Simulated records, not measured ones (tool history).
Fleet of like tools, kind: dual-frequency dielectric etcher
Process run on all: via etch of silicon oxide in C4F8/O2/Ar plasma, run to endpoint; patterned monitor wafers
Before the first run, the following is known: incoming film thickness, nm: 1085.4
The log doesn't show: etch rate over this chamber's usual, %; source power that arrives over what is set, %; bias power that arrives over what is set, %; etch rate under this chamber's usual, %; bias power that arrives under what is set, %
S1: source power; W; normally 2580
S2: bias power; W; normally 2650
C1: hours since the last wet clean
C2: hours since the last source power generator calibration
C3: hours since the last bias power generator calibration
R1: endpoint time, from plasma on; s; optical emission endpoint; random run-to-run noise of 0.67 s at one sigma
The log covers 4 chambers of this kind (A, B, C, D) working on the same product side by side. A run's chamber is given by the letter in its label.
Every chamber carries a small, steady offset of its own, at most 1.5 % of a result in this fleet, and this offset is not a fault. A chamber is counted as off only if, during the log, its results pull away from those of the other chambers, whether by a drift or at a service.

At day 0.038: chamber D: wet clean of the chamber.
Run 1D, day 0.417: usual settings; C1 9.1; C2 2952.2; C3 2679.1. Result: R1 176.81 s.
Run 2C, day 0.667: usual settings; C1 57; C2 2590.2; C3 2739.9. Result: R1 176.44 s.
Run 3B, day 1.062: usual settings; C1 269; C2 123.1; C3 2374.6. Result: R1 176.96 s.
Run 4A, day 1.354: usual settings; C1 106.4; C2 431.8; C3 1072.3. Result: R1 177.89 s.
At day 1.358: chamber D: bias power generator calibrated.
Run 5C, day 1.683: usual settings; C1 81.4; C2 2614.6; C3 2764.3. Result: R1 177.58 s.
Run 6D, day 2.096: usual settings; C1 49.4; C2 2992.5; C3 17.8. Result: R1 177.66 s.
Run 7A, day 2.467: usual settings; C1 133.1; C2 458.5; C3 1099. Result: R1 178.76 s.
Run 8B, day 2.792: usual settings; C1 310.5; C2 164.6; C3 2416.1. Result: R1 178.8 s.
Run 9D, day 3.238: usual settings; C1 76.8; C2 3019.9; C3 45.2. Result: R1 175.78 s.
Run 10C, day 3.529: usual settings; C1 125.7; C2 2658.9; C3 2808.6. Result: R1 177.88 s.
Run 11B, day 3.967: usual settings; C1 338.7; C2 192.8; C3 2444.3. Result: R1 177.73 s.
Run 12A, day 4.35: usual settings; C1 178.3; C2 503.7; C3 1144.2. Result: R1 177.09 s.
Run 13C, day 4.6: usual settings; C1 151.4; C2 2684.6; C3 2834.3. Result: R1 175.83 s.
Run 14D, day 4.812: usual settings; C1 114.6; C2 3057.7; C3 83. Result: R1 176.15 s.
At day 4.925: chamber B: wet clean of the chamber.
Run 15A, day 5.033: usual settings; C1 194.7; C2 520.1; C3 1160.6. Result: R1 177.28 s.
Run 16B, day 5.354: usual settings; C1 10.4; C2 226.1; C3 2477.6. Result: R1 185.34 s.
Run 17C, day 5.746: usual settings; C1 178.9; C2 2712.1; C3 2861.8. Result: R1 176.06 s.
Run 18A, day 6.112: usual settings; C1 220.6; C2 546; C3 1186.5. Result: R1 177.83 s.
At day 6.225: chamber C: source power generator calibrated.
Run 19D, day 6.408: usual settings; C1 152.9; C2 3096; C3 121.3. Result: R1 175.93 s.
Run 20B, day 6.825: usual settings but S1 2370 W, S2 2133 W; C1 45.7; C2 261.4; C3 2512.9. Result: R1 203.3 s.
Run 21C, day 7.075: usual settings but S1 2370 W, S2 2133 W; C1 210.8; C2 20.5; C3 2893.7. Result: R1 193.79 s.
Run 22D, day 7.479: usual settings but S1 2370 W, S2 2133 W; C1 178.6; C2 3121.7; C3 147. Result: R1 195.68 s.
Run 23A, day 7.85: usual settings but S1 2370 W, S2 2133 W; C1 262.3; C2 587.7; C3 1228.2. Result: R1 195.86 s.
Run 24B, day 8.096: usual settings; C1 76.2; C2 291.9; C3 2543.4. Result: R1 184.85 s.
Run 25B, day 8.383: usual settings but S1 2820 W, S2 3099 W; C1 83.1; C2 298.8; C3 2550.3. Result: R1 171.51 s.
Run 26C, day 8.725: usual settings but S1 2820 W, S2 3099 W; C1 250.4; C2 60.1; C3 2933.3. Result: R1 163.09 s.
Run 27A, day 8.983: usual settings but S1 2820 W, S2 3099 W; C1 289.5; C2 614.9; C3 1255.4. Result: R1 164.2 s.
Run 28D, day 9.312: usual settings but S1 2820 W, S2 3099 W; C1 222.6; C2 3165.7; C3 191. Result: R1 161.97 s.
Run 29B, day 9.625: usual settings; C1 112.9; C2 328.6; C3 2580.1. Result: R1 185.6 s.
Run 30C, day 10: usual settings; C1 281; C2 90.7; C3 2963.9. Result: R1 176.85 s.
Run 31D, day 10.383: usual settings; C1 248.3; C2 3191.4; C3 216.7. Result: R1 176.5 s.
Run 32A, day 10.762: usual settings; C1 332.2; C2 657.6; C3 1298.1. Result: R1 177.43 s.
Run 33B, day 11.071: usual settings; C1 147.6; C2 363.3; C3 2614.8. Result: R1 185.68 s.
Run 34D, day 11.429: usual settings but S1 3050 W, S2 2445 W; C1 273.4; C2 3216.5; C3 241.8. Result: R1 169.08 s.
Run 35C, day 11.717: usual settings but S1 3050 W, S2 2445 W; C1 322.2; C2 131.9; C3 3005.1. Result: R1 168.79 s.

What goes on in this fleet: one chamber off, a drifting gauge, or nothing beyond the chambers' own small offsets? Name the chamber and the cause, if any.

After it was serviced, chamber B no longer matches the other chambers.
Cause: etch rate under this chamber's usual, % = 4.26.

Chamber B could run next with any of the 4 candidate recipes listed below; each alters the usual settings, and their results appear as question marks. Which one brings its results back in line with what the other chambers deliver on the usual settings?
A result is in line if it is within this distance of the other chambers' mean on the usual settings: R1 2.3 s
Run 36B-1, day 12.038: usual settings but S1 2380 W, S2 2495 W. Result: R1 ?.
Run 36B-2, day 12.038: usual settings but S2 2816 W. Result: R1 ?.
Run 36B-3, day 12.038: usual settings but S1 2460 W. Result: R1 ?.
Run 36B-4, day 12.038: usual settings but S1 2890 W. Result: R1 ?.

Mean of the other chambers on the usual settings: R1 176.92 s
  run      R1
36B-1  195.27
36B-2  182.52
36B-3  189.36
36B-4  177.69
36B-4 brings the chamber back in line.

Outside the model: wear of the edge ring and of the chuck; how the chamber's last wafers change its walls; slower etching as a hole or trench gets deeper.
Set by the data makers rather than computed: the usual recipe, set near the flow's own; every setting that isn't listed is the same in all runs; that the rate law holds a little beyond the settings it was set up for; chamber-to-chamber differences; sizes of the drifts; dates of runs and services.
